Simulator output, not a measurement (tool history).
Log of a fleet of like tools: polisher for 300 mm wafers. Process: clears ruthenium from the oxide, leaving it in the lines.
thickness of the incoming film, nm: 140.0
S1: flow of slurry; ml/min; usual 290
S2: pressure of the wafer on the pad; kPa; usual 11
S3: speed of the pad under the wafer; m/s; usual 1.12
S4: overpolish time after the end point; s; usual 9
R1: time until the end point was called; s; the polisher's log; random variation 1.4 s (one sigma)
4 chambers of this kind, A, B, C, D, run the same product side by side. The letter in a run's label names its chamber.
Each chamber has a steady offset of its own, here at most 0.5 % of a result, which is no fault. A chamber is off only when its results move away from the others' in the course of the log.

run   hour   S1  S2    S3  S4      R1
 1B    9.9  290  11  1.12   9  141.85
 2A   22.2  290  11  1.12   9  143.46
      24.4  -- chamber D: slurry nozzle cleaned
      31.4  -- chamber A: worn pad replaced by a new one
 3D   33.6  290  11  1.12   9   145.4
 4C   47.8  290  11  1.12   9  143.27
 5C   60.8  290  11  1.12   9  143.37
      65.4  -- chamber D: worn pad replaced by a new one
      67.2  -- chamber B: worn pad replaced by a new one
 6D   75.1  290  11  1.12   9  145.49
 7A   82.4  290  11  1.12   9   140.1
 8B   91.5  290  11  1.46   9  109.86
 9B  106.2  290  11  1.46   9  109.12
10D  113.5  290  11  1.46   9  111.09
     116.1  -- chamber C: worn pad replaced by a new one
11A  121.3  290  11  1.46   9  109.66
12C  128.6  290  11  1.12   9  142.02
13D  144.5  290  11  0.88   9  183.29
14A  160.3  290  11  0.88   9  181.73
     173.2  -- chamber B: worn pad replaced by a new one
15B  175.7  290  11  0.88   9  181.39
16C  185.1  290  11  0.88   9  180.28
     186.1  -- chamber D: worn pad replaced by a new one
     190.6  -- chamber A: worn pad replaced by a new one
17A  196.2  290  11  1.12   9  143.77
     204.8  -- chamber A: slurry nozzle cleaned
18D  208.1  290  11  1.12   9  146.69
19C  215.8  290  11  1.12   9  143.88
20B  227.3  290  11  1.12   9  141.71
21B  239.5  290  11  1.12   9  139.81
22D  248.2  290   9  1.12   5  174.49
23A  260.5  290   9  1.12   5  176.04
     262.7  -- chamber C: head pressure recalibrated
24C  271.4  290   9  1.12   5  191.05
25D  278.6  290   9  1.12   5  178.08
26C    288  290  11  1.12   9  154.24
     297.5  -- chamber B: worn pad replaced by a new one
     300.6  -- chamber C: worn pad replaced by a new one
27A  301.2  210  11  1.12  13  146.31
28B  310.5  210  11  1.12  13  149.53
29C  320.2  210  11  1.12  13  161.37
30D  327.6  210  11  1.12  13  148.62
     330.8  -- chamber C: slurry nozzle cleaned
31B  337.8  290  11  1.12   9  145.21
     344.9  -- chamber D: worn pad replaced by a new one
32A  345.1  290  11  1.12   9  141.86
     351.9  -- chamber A: head pressure recalibrated
33C  353.6  240  11  0.98   9  179.61
34D    363  240  11  0.98   9  169.15
       364  -- chamber A: worn pad replaced by a new one
35B  371.7  240  11  0.98   9  168.12
36A  382.6  240  11  0.98   9  164.69
37C  394.2  290  11  1.12   9  158.74
38A  406.1  290  11  1.12   9  143.99
     409.5  -- chamber D: slurry nozzle cleaned
39D  417.6  290  11  1.12   9  143.88
40B  425.2  290  11  1.12   9   142.4
41A  432.8  290  11  1.12   9  143.46
42C  440.5  290  11  1.12   9  156.17

All 4 chambers run these settings next. Forecast each chamber's results:
43A   452  340  11  1.12   9   ?
43B   452  340  11  1.12   9   ?
43C   452  340  11  1.12   9   ?
43D   452  340  11  1.12   9   ?

run      R1
43A     141
43B  142.79
43C  152.41
43D  141.11
